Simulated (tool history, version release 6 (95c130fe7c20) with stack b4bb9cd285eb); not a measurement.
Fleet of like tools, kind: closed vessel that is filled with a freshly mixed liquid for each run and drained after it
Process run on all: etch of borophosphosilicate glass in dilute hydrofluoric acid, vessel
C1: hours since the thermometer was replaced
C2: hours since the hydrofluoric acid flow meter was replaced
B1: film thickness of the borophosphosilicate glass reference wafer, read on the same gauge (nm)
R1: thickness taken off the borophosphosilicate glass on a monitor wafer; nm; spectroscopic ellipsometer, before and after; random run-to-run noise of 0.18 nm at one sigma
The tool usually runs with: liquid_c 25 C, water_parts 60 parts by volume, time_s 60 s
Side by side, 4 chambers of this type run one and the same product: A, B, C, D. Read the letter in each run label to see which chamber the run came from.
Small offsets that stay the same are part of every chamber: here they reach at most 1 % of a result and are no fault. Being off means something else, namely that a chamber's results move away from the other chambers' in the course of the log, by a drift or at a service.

{"run": "1D", "hour": 5.9, "liquid_c": 25, "water_parts": 60, "time_s": 60, "C1": 192.8, "C2": 1315.7, "B1": 89.996, "R1": 42.588}
{"run": "2B", "hour": 14.0, "liquid_c": 25, "water_parts": 60, "time_s": 60, "C1": 1271.6, "C2": 795, "B1": 90.028, "R1": 41.716}
{"run": "3A", "hour": 18.9, "liquid_c": 25, "water_parts": 60, "time_s": 60, "C1": 1294.9, "C2": 1214.2, "B1": 89.99, "R1": 42.021}
{"run": "4C", "hour": 29.1, "liquid_c": 25, "water_parts": 60, "time_s": 60, "C1": 2399.3, "C2": 336.6, "B1": 90.011, "R1": 42.508}
{"run": "5B", "hour": 35.7, "liquid_c": 25, "water_parts": 60, "time_s": 60, "C1": 1293.3, "C2": 816.7, "B1": 90.007, "R1": 41.946}
{"run": "6D", "hour": 41.5, "liquid_c": 25, "water_parts": 60, "time_s": 60, "C1": 228.4, "C2": 1351.3, "B1": 90.006, "R1": 42.568}
{"run": "7A", "hour": 49.0, "liquid_c": 25, "water_parts": 60, "time_s": 60, "C1": 1325, "C2": 1244.3, "B1": 90.021, "R1": 42.13}
{"run": "8C", "hour": 57.8, "liquid_c": 25, "water_parts": 60, "time_s": 60, "C1": 2428, "C2": 365.3, "B1": 90.008, "R1": 42.289}
{"hour": 63.1, "done": "chamber D: hydrofluoric acid flow meter replaced"}
{"run": "9D", "hour": 63.3, "liquid_c": 25, "water_parts": 60, "time_s": 60, "C1": 250.2, "C2": 0.2, "B1": 89.992, "R1": 42.439}
{"hour": 68.1, "done": "chamber C: hydrofluoric acid flow meter replaced"}
{"run": "10B", "hour": 70.2, "liquid_c": 25, "water_parts": 60, "time_s": 60, "C1": 1327.8, "C2": 851.2, "B1": 89.979, "R1": 42.263}
{"run": "11A", "hour": 80.5, "liquid_c": 25, "water_parts": 60, "time_s": 60, "C1": 1356.5, "C2": 1275.8, "B1": 90.003, "R1": 42.251}
{"run": "12C", "hour": 87.1, "liquid_c": 28, "water_parts": 60, "time_s": 40, "C1": 2457.3, "C2": 19.1, "B1": 90.036, "R1": 31.828}
{"run": "13B", "hour": 92.9, "liquid_c": 28, "water_parts": 60, "time_s": 40, "C1": 1350.5, "C2": 873.9, "B1": 89.992, "R1": 31.913}
{"run": "14C", "hour": 97.6, "liquid_c": 28, "water_parts": 60, "time_s": 40, "C1": 2467.8, "C2": 29.6, "B1": 89.99, "R1": 32.281}
{"run": "15D", "hour": 104.1, "liquid_c": 28, "water_parts": 60, "time_s": 40, "C1": 291, "C2": 41, "B1": 89.962, "R1": 31.844}
{"run": "16A", "hour": 112.4, "liquid_c": 25, "water_parts": 60, "time_s": 60, "C1": 1388.4, "C2": 1307.7, "B1": 89.963, "R1": 41.951}
{"run": "17D", "hour": 121.0, "liquid_c": 25, "water_parts": 60, "time_s": 60, "C1": 307.9, "C2": 57.9, "B1": 89.991, "R1": 42.539}
{"run": "18C", "hour": 127.5, "liquid_c": 25, "water_parts": 60, "time_s": 60, "C1": 2497.7, "C2": 59.5, "B1": 90.002, "R1": 42.592}
{"run": "19B", "hour": 134.2, "liquid_c": 25, "water_parts": 60, "time_s": 60, "C1": 1391.8, "C2": 915.2, "B1": 90.002, "R1": 42.093}
{"hour": 141.4, "done": "chamber A: hydrofluoric acid flow meter replaced"}
{"run": "20A", "hour": 143.8, "liquid_c": 25, "water_parts": 60, "time_s": 60, "C1": 1419.8, "C2": 2.5, "B1": 90.009, "R1": 42.096}
{"run": "21B", "hour": 148.3, "liquid_c": 25, "water_parts": 60, "time_s": 60, "C1": 1405.9, "C2": 929.3, "B1": 90, "R1": 42.102}
{"run": "22D", "hour": 152.9, "liquid_c": 25, "water_parts": 60, "time_s": 60, "C1": 339.8, "C2": 89.8, "B1": 89.998, "R1": 42.44}
{"run": "23A", "hour": 158.5, "liquid_c": 25, "water_parts": 60, "time_s": 60, "C1": 1434.5, "C2": 17.2, "B1": 90.006, "R1": 41.854}
{"run": "24C", "hour": 163.2, "liquid_c": 25, "water_parts": 60, "time_s": 60, "C1": 2533.4, "C2": 95.2, "B1": 90.033, "R1": 42.317}
{"run": "25B", "hour": 171.5, "liquid_c": 25, "water_parts": 60, "time_s": 60, "C1": 1429.1, "C2": 952.5, "B1": 89.989, "R1": 42.119}
{"run": "26D", "hour": 177.3, "liquid_c": 25, "water_parts": 60, "time_s": 60, "C1": 364.2, "C2": 114.2, "B1": 89.984, "R1": 42.5}
{"run": "27A", "hour": 185.3, "liquid_c": 25, "water_parts": 60, "time_s": 60, "C1": 1461.3, "C2": 44, "B1": 90.038, "R1": 42.115}
{"run": "28C", "hour": 193.9, "liquid_c": 25, "water_parts": 60, "time_s": 60, "C1": 2564.1, "C2": 125.9, "B1": 90.003, "R1": 42.113}
{"run": "29C", "hour": 203.8, "liquid_c": 25, "water_parts": 85, "time_s": 90, "C1": 2574, "C2": 135.8, "B1": 90.015, "R1": 43.539}
{"run": "30A", "hour": 212.6, "liquid_c": 25, "water_parts": 85, "time_s": 90, "C1": 1488.6, "C2": 71.3, "B1": 90.001, "R1": 43.445}
{"run": "31B", "hour": 217.4, "liquid_c": 25, "water_parts": 85, "time_s": 90, "C1": 1475, "C2": 998.4, "B1": 89.979, "R1": 43.205}
{"run": "32D", "hour": 222.9, "liquid_c": 25, "water_parts": 85, "time_s": 90, "C1": 409.8, "C2": 159.8, "B1": 90.041, "R1": 43.417}
{"run": "33C", "hour": 230.1, "liquid_c": 25, "water_parts": 60, "time_s": 60, "C1": 2600.3, "C2": 162.1, "B1": 90.019, "R1": 42.583}
{"run": "34D", "hour": 237.5, "liquid_c": 21, "water_parts": 45, "time_s": 60, "C1": 424.4, "C2": 174.4, "B1": 90.026, "R1": 49.473}
{"run": "35A", "hour": 242.1, "liquid_c": 21, "water_parts": 45, "time_s": 60, "C1": 1518.1, "C2": 100.8, "B1": 90.012, "R1": 47.734}
{"hour": 246.0, "done": "chamber C: thermometer replaced"}
{"run": "36B", "hour": 249.9, "liquid_c": 21, "water_parts": 45, "time_s": 60, "C1": 1507.5, "C2": 1030.9, "B1": 90.018, "R1": 48.577}
{"run": "37D", "hour": 260.0, "liquid_c": 21, "water_parts": 45, "time_s": 60, "C1": 446.9, "C2": 196.9, "B1": 89.999, "R1": 49.334}
{"run": "38B", "hour": 267.0, "liquid_c": 28.5, "water_parts": 45, "time_s": 60, "C1": 1524.6, "C2": 1048, "B1": 90.006, "R1": 65.82}
{"run": "39A", "hour": 272.0, "liquid_c": 28.5, "water_parts": 45, "time_s": 60, "C1": 1548, "C2": 130.7, "B1": 89.96, "R1": 65.751}
{"run": "40C", "hour": 279.0, "liquid_c": 28.5, "water_parts": 45, "time_s": 60, "C1": 33.1, "C2": 211, "B1": 90.008, "R1": 67.241}
{"run": "41D", "hour": 289.1, "liquid_c": 28.5, "water_parts": 45, "time_s": 60, "C1": 476, "C2": 226, "B1": 90.004, "R1": 66.626}
{"run": "42B", "hour": 298.4, "liquid_c": 25, "water_parts": 60, "time_s": 60, "C1": 1556, "C2": 1079.4, "B1": 90.017, "R1": 42.352}
{"run": "43C", "hour": 305.3, "liquid_c": 23, "water_parts": 60, "time_s": 60, "C1": 59.4, "C2": 237.3, "B1": 89.993, "R1": 39.161}
{"run": "44A", "hour": 310.6, "liquid_c": 23, "water_parts": 60, "time_s": 60, "C1": 1586.6, "C2": 169.3, "B1": 90.028, "R1": 38.46}

Which is it: a chamber that has drifted or been left off by a service, a gauge drift common to all chambers, or only each chamber's usual small offset? If a chamber is off, name it and its likeliest cause.

Nothing is wrong: each chamber keeps only its own small, steady offset and the gauge holds still.

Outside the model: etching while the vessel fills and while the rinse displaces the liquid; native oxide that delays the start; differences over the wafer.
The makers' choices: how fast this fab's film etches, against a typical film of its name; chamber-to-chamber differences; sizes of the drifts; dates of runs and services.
